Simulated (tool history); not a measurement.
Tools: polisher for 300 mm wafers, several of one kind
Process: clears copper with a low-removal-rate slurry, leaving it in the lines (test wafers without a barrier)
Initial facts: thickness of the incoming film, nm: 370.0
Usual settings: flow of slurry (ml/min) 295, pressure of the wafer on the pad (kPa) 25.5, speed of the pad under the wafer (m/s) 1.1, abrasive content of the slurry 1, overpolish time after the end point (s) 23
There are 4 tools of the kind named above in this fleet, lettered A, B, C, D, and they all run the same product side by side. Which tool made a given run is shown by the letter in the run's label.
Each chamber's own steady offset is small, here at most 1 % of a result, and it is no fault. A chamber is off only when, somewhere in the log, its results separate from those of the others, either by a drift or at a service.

| run | hour | flow of slurry (ml/min) | pressure of the wafer on the pad (kPa) | speed of the pad under the wafer (m/s) | abrasive content of the slurry | overpolish time after the end point (s) | time until the end point was called (s) | dishing of a wide line in a test structure (angstrom) |
|---|---|---|---|---|---|---|---|---|
|  | 1.9 | chamber C: worn pad replaced by a new one |
| 1A | 4.2 | 295 | 25.5 | 1.1 | 1 | 23 | 99.09 | 456.63 |
| 2D | 9.6 | 295 | 25.5 | 1.1 | 1 | 23 | 98.962 | 434.42 |
| 3B | 16.9 | 295 | 25.5 | 1.1 | 1 | 23 | 95.653 | 441.2 |
| 4C | 21.2 | 295 | 25.5 | 1.1 | 1 | 23 | 95.871 | 434 |
| 5D | 25.6 | 295 | 25.5 | 1.1 | 1 | 23 | 98.558 | 439.95 |
| 6C | 31.1 | 295 | 25.5 | 1.1 | 1 | 23 | 96.611 | 447.37 |
| 7A | 35 | 295 | 25.5 | 1.1 | 1 | 23 | 97.318 | 423.76 |
|  | 35.5 | chamber B: worn pad replaced by a new one |
| 8B | 43.4 | 295 | 25.5 | 1.1 | 1 | 23 | 97.744 | 428 |
| 9C | 48.1 | 295 | 25.5 | 1.1 | 1 | 23 | 100.07 | 447.57 |
|  | 49.7 | chamber C: worn pad replaced by a new one |
| 10B | 52 | 295 | 25.5 | 1.1 | 1 | 23 | 95.724 | 457.82 |
|  | 53 | chamber A: worn pad replaced by a new one |
| 11A | 56.7 | 295 | 25.5 | 1.1 | 1 | 23 | 97.537 | 442.07 |
| 12D | 61.3 | 295 | 25.5 | 1.1 | 1 | 23 | 99.269 | 429.32 |
| 13D | 67.1 | 295 | 25.5 | 1.1 | 1 | 23 | 98.923 | 445.3 |
| 14B | 71.5 | 295 | 25.5 | 1.34 | 1 | 30 | 78.278 | 554.81 |
| 15C | 76 | 295 | 25.5 | 1.34 | 1 | 30 | 78.252 | 566.69 |
| 16A | 80 | 295 | 25.5 | 1.34 | 1 | 30 | 79.983 | 559.64 |
| 17D | 88.6 | 295 | 25.5 | 1.34 | 1 | 30 | 80.351 | 548.21 |
| 18C | 94.7 | 295 | 25.5 | 1.1 | 1 | 23 | 97.247 | 447.39 |
| 19A | 101.8 | 295 | 21.4 | 0.8 | 1 | 23 | 158.88 | 309.43 |
|  | 102.2 | chamber C: worn pad replaced by a new one |
| 20B | 107.3 | 295 | 21.4 | 0.8 | 1 | 23 | 157.32 | 318.36 |
|  | 107.9 | chamber D: worn pad replaced by a new one |
| 21D | 111.6 | 295 | 21.4 | 0.8 | 1 | 23 | 161.62 | 319.87 |
| 22B | 117.4 | 295 | 21.4 | 0.8 | 1 | 23 | 155.01 | 314.15 |
| 23C | 123 | 295 | 25.5 | 1.1 | 1 | 23 | 95.211 | 456.09 |
| 24A | 127.2 | 295 | 25.5 | 1.1 | 1 | 23 | 96.018 | 436.12 |
| 25C | 135.1 | 295 | 25.5 | 1.1 | 1 | 23 | 96.142 | 432.5 |
|  | 136.9 | chamber B: worn pad replaced by a new one |
|  | 139.9 | chamber D: slurry blender recalibrated |
| 26D | 140.4 | 295 | 25.5 | 1.1 | 1 | 23 | 97.254 | 434.78 |
| 27B | 146.1 | 295 | 25.5 | 1.1 | 1 | 23 | 95.353 | 452.45 |
| 28A | 150 | 295 | 25.5 | 1.1 | 1 | 23 | 94.676 | 439.15 |
| 29B | 157.9 | 295 | 25.5 | 1.1 | 1 | 23 | 98.32 | 437.76 |

All 4 chambers run these settings next. Forecast each chamber's results:
| 30A | 164.1 | 295 | 25.5 | 1.1 | 1.2 | 23 | ? | ? |
| 30B | 164.1 | 295 | 25.5 | 1.1 | 1.2 | 23 | ? | ? |
| 30C | 164.1 | 295 | 25.5 | 1.1 | 1.2 | 23 | ? | ? |
| 30D | 164.1 | 295 | 25.5 | 1.1 | 1.2 | 23 | ? | ? |

| run | time until the end point was called (s) | dishing of a wide line in a test structure (angstrom) |
|---|---|---|
| 30A | 94.264 | 460.63 |
| 30B | 92.594 | 456.82 |
| 30C | 91.092 | 456.38 |
| 30D | 96.6 | 449.63 |

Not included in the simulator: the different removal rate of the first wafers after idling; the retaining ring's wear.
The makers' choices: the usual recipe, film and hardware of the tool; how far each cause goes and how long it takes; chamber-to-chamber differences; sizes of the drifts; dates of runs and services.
